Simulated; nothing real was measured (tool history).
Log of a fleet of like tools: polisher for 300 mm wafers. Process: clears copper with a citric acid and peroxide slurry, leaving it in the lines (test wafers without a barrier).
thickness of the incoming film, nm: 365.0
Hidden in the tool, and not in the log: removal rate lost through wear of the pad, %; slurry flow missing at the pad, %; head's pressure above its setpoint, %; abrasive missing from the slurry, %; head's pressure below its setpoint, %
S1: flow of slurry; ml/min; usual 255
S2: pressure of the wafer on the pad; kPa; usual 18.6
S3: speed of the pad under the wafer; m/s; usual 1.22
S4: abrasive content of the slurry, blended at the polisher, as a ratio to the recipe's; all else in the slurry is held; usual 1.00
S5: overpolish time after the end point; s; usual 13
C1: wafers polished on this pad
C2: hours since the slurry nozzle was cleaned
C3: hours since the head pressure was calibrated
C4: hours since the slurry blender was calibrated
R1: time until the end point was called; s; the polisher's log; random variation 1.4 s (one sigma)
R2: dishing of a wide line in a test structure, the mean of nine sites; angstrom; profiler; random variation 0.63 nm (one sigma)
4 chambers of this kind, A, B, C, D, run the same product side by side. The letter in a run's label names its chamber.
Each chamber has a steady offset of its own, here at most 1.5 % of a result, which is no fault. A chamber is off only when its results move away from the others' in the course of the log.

{"run": "1B", "hour": 4.6, "S1": 255, "S2": 18.6, "S3": 1.22, "S4": 1.0, "S5": 13, "C1": 374, "C2": 360.9, "C3": 58.2, "C4": 83.4, "R1": 126.62, "R2": 269.67}
{"run": "2C", "hour": 11.7, "S1": 255, "S2": 18.6, "S3": 1.22, "S4": 1.0, "S5": 13, "C1": 659, "C2": 208.9, "C3": 140.2, "C4": 244.5, "R1": 122.42, "R2": 257.44}
{"hour": 16.8, "done": "chamber D: worn pad replaced by a new one"}
{"run": "3D", "hour": 18.1, "S1": 255, "S2": 18.6, "S3": 1.22, "S4": 1.0, "S5": 13, "C1": 5, "C2": 180.4, "C3": 216.7, "C4": 191.9, "R1": 124.72, "R2": 262.63}
{"run": "4A", "hour": 22.7, "S1": 255, "S2": 18.6, "S3": 1.22, "S4": 1.0, "S5": 13, "C1": 507, "C2": 521.7, "C3": 495.6, "C4": 47.0, "R1": 122.52, "R2": 255.72}
{"run": "5B", "hour": 29.7, "S1": 255, "S2": 18.6, "S3": 1.22, "S4": 1.0, "S5": 13, "C1": 484, "C2": 386.0, "C3": 83.3, "C4": 108.5, "R1": 126.1, "R2": 268.71}
{"run": "6D", "hour": 33.6, "S1": 255, "S2": 18.6, "S3": 1.22, "S4": 1.0, "S5": 13, "C1": 73, "C2": 195.9, "C3": 232.2, "C4": 207.4, "R1": 125.32, "R2": 255.96}
{"run": "7C", "hour": 40.3, "S1": 255, "S2": 18.6, "S3": 1.22, "S4": 1.0, "S5": 13, "C1": 784, "C2": 237.5, "C3": 168.8, "C4": 273.1, "R1": 122.46, "R2": 263.27}
{"run": "8A", "hour": 46.9, "S1": 255, "S2": 18.6, "S3": 1.22, "S4": 1.0, "S5": 13, "C1": 613, "C2": 545.9, "C3": 519.8, "C4": 71.2, "R1": 125.92, "R2": 256.44}
{"run": "9D", "hour": 51.7, "S1": 255, "S2": 18.6, "S3": 1.22, "S4": 1.0, "S5": 16, "C1": 153, "C2": 214.0, "C3": 250.3, "C4": 225.5, "R1": 124.15, "R2": 299.54}
{"run": "10A", "hour": 57.5, "S1": 255, "S2": 18.6, "S3": 1.22, "S4": 1.0, "S5": 16, "C1": 660, "C2": 556.5, "C3": 530.4, "C4": 81.8, "R1": 124.72, "R2": 319.0}
{"run": "11C", "hour": 63.8, "S1": 255, "S2": 18.6, "S3": 1.22, "S4": 1.0, "S5": 16, "C1": 887, "C2": 261.0, "C3": 192.3, "C4": 296.6, "R1": 122.88, "R2": 305.92}
{"run": "12B", "hour": 67.6, "S1": 255, "S2": 18.6, "S3": 1.22, "S4": 1.0, "S5": 16, "C1": 650, "C2": 423.9, "C3": 121.2, "C4": 146.4, "R1": 129.65, "R2": 303.29}
{"run": "13C", "hour": 74.8, "S1": 255, "S2": 18.6, "S3": 1.22, "S4": 1.0, "S5": 13, "C1": 935, "C2": 272.0, "C3": 203.3, "C4": 307.6, "R1": 119.61, "R2": 260.63}
{"run": "14D", "hour": 79.4, "S1": 255, "S2": 18.6, "S3": 1.22, "S4": 1.0, "S5": 13, "C1": 274, "C2": 241.7, "C3": 278.0, "C4": 253.2, "R1": 123.35, "R2": 263.78}
{"run": "15B", "hour": 83.6, "S1": 255, "S2": 18.6, "S3": 1.22, "S4": 1.0, "S5": 13, "C1": 720, "C2": 439.9, "C3": 137.2, "C4": 162.4, "R1": 132.74, "R2": 256.22}
{"run": "16A", "hour": 90.2, "S1": 255, "S2": 18.6, "S3": 1.22, "S4": 1.0, "S5": 13, "C1": 803, "C2": 589.2, "C3": 563.1, "C4": 114.5, "R1": 124.45, "R2": 264.79}
{"run": "17D", "hour": 93.3, "S1": 255, "S2": 18.6, "S3": 1.22, "S4": 1.0, "S5": 13, "C1": 335, "C2": 255.6, "C3": 291.9, "C4": 267.1, "R1": 124.0, "R2": 264.28}
{"run": "18B", "hour": 98.2, "S1": 255, "S2": 18.6, "S3": 1.22, "S4": 1.0, "S5": 9, "C1": 784, "C2": 454.5, "C3": 151.8, "C4": 177.0, "R1": 126.38, "R2": 187.14}
{"run": "19C", "hour": 105.1, "S1": 255, "S2": 18.6, "S3": 1.22, "S4": 1.0, "S5": 9, "C1": 1068, "C2": 302.3, "C3": 233.6, "C4": 337.9, "R1": 120.95, "R2": 196.32}
{"run": "20A", "hour": 112.4, "S1": 255, "S2": 18.6, "S3": 1.22, "S4": 1.0, "S5": 9, "C1": 900, "C2": 611.4, "C3": 585.3, "C4": 136.7, "R1": 124.55, "R2": 200.45}
{"run": "21A", "hour": 116.9, "S1": 255, "S2": 18.6, "S3": 1.22, "S4": 1.0, "S5": 9, "C1": 920, "C2": 615.9, "C3": 589.8, "C4": 141.2, "R1": 125.66, "R2": 192.05}
{"run": "22C", "hour": 121.5, "S1": 255, "S2": 18.6, "S3": 1.22, "S4": 1.0, "S5": 13, "C1": 1140, "C2": 318.7, "C3": 250.0, "C4": 354.3, "R1": 123.89, "R2": 252.14}
{"run": "23D", "hour": 125.5, "S1": 255, "S2": 18.6, "S3": 1.22, "S4": 1.0, "S5": 13, "C1": 476, "C2": 287.8, "C3": 324.1, "C4": 299.3, "R1": 124.8, "R2": 267.13}
{"hour": 126.3, "done": "chamber D: slurry blender recalibrated"}
{"run": "24B", "hour": 129.0, "S1": 255, "S2": 18.6, "S3": 1.22, "S4": 1.0, "S5": 13, "C1": 919, "C2": 485.3, "C3": 182.6, "C4": 207.8, "R1": 131.06, "R2": 254.97}
{"run": "25D", "hour": 135.6, "S1": 215, "S2": 18.6, "S3": 1.22, "S4": 0.85, "S5": 13, "C1": 520, "C2": 297.9, "C3": 334.2, "C4": 9.4, "R1": 132.87, "R2": 248.49}
{"hour": 136.9, "done": "chamber C: worn pad replaced by a new one"}
{"run": "26C", "hour": 140.9, "S1": 215, "S2": 18.6, "S3": 1.22, "S4": 0.85, "S5": 13, "C1": 17, "C2": 338.1, "C3": 269.4, "C4": 373.7, "R1": 129.13, "R2": 260.0}
{"run": "27B", "hour": 145.7, "S1": 215, "S2": 18.6, "S3": 1.22, "S4": 0.85, "S5": 13, "C1": 992, "C2": 502.0, "C3": 199.3, "C4": 224.5, "R1": 143.38, "R2": 241.8}
{"run": "28A", "hour": 151.1, "S1": 215, "S2": 18.6, "S3": 1.22, "S4": 0.85, "S5": 13, "C1": 1070, "C2": 650.1, "C3": 624.0, "C4": 175.4, "R1": 133.65, "R2": 244.42}
{"run": "29A", "hour": 154.4, "S1": 255, "S2": 18.6, "S3": 1.22, "S4": 1.0, "S5": 13, "C1": 1084, "C2": 653.4, "C3": 627.3, "C4": 178.7, "R1": 124.81, "R2": 263.42}
{"run": "30D", "hour": 158.5, "S1": 255, "S2": 18.6, "S3": 1.22, "S4": 1.0, "S5": 13, "C1": 620, "C2": 320.8, "C3": 357.1, "C4": 32.3, "R1": 122.92, "R2": 258.48}
{"hour": 160.4, "done": "chamber D: slurry nozzle cleaned"}
{"run": "31C", "hour": 163.8, "S1": 255, "S2": 18.6, "S3": 1.22, "S4": 1.0, "S5": 13, "C1": 117, "C2": 361.0, "C3": 292.3, "C4": 396.6, "R1": 123.11, "R2": 264.32}
{"run": "32B", "hour": 169.2, "S1": 255, "S2": 18.6, "S3": 1.22, "S4": 1.0, "S5": 13, "C1": 1095, "C2": 525.5, "C3": 222.8, "C4": 248.0, "R1": 136.45, "R2": 247.26}
{"run": "33A", "hour": 174.3, "S1": 255, "S2": 18.6, "S3": 1.22, "S4": 1.0, "S5": 13, "C1": 1171, "C2": 673.3, "C3": 647.2, "C4": 198.6, "R1": 123.63, "R2": 266.28}
{"run": "34D", "hour": 179.6, "S1": 255, "S2": 18.6, "S3": 1.22, "S4": 1.0, "S5": 13, "C1": 713, "C2": 19.3, "C3": 378.2, "C4": 53.4, "R1": 125.24, "R2": 259.38}
{"run": "35C", "hour": 186.0, "S1": 255, "S2": 16.5, "S3": 1.22, "S4": 1.25, "S5": 13, "C1": 215, "C2": 383.2, "C3": 314.5, "C4": 418.8, "R1": 130.22, "R2": 247.49}
{"run": "36B", "hour": 190.6, "S1": 255, "S2": 16.5, "S3": 1.22, "S4": 1.25, "S5": 13, "C1": 1189, "C2": 546.9, "C3": 244.2, "C4": 269.4, "R1": 149.73, "R2": 228.25}
{"run": "37C", "hour": 194.9, "S1": 255, "S2": 16.5, "S3": 1.22, "S4": 1.25, "S5": 13, "C1": 254, "C2": 392.1, "C3": 323.4, "C4": 427.7, "R1": 129.23, "R2": 251.0}

Next, every chamber runs the same settings. What will each give?
{"run": "38A", "hour": 200.1, "S1": 255, "S2": 18.6, "S3": 1.22, "S4": 1.0, "S5": 13, "R1": "?", "R2": "?"}
{"run": "38B", "hour": 200.1, "S1": 255, "S2": 18.6, "S3": 1.22, "S4": 1.0, "S5": 13, "R1": "?", "R2": "?"}
{"run": "38C", "hour": 200.1, "S1": 255, "S2": 18.6, "S3": 1.22, "S4": 1.0, "S5": 13, "R1": "?", "R2": "?"}
{"run": "38D", "hour": 200.1, "S1": 255, "S2": 18.6, "S3": 1.22, "S4": 1.0, "S5": 13, "R1": "?", "R2": "?"}

run=38A R1=125.31 R2=267.44
run=38B R1=139.45 R2=240.44
run=38C R1=121.78 R2=266.30
run=38D R1=121.00 R2=257.75

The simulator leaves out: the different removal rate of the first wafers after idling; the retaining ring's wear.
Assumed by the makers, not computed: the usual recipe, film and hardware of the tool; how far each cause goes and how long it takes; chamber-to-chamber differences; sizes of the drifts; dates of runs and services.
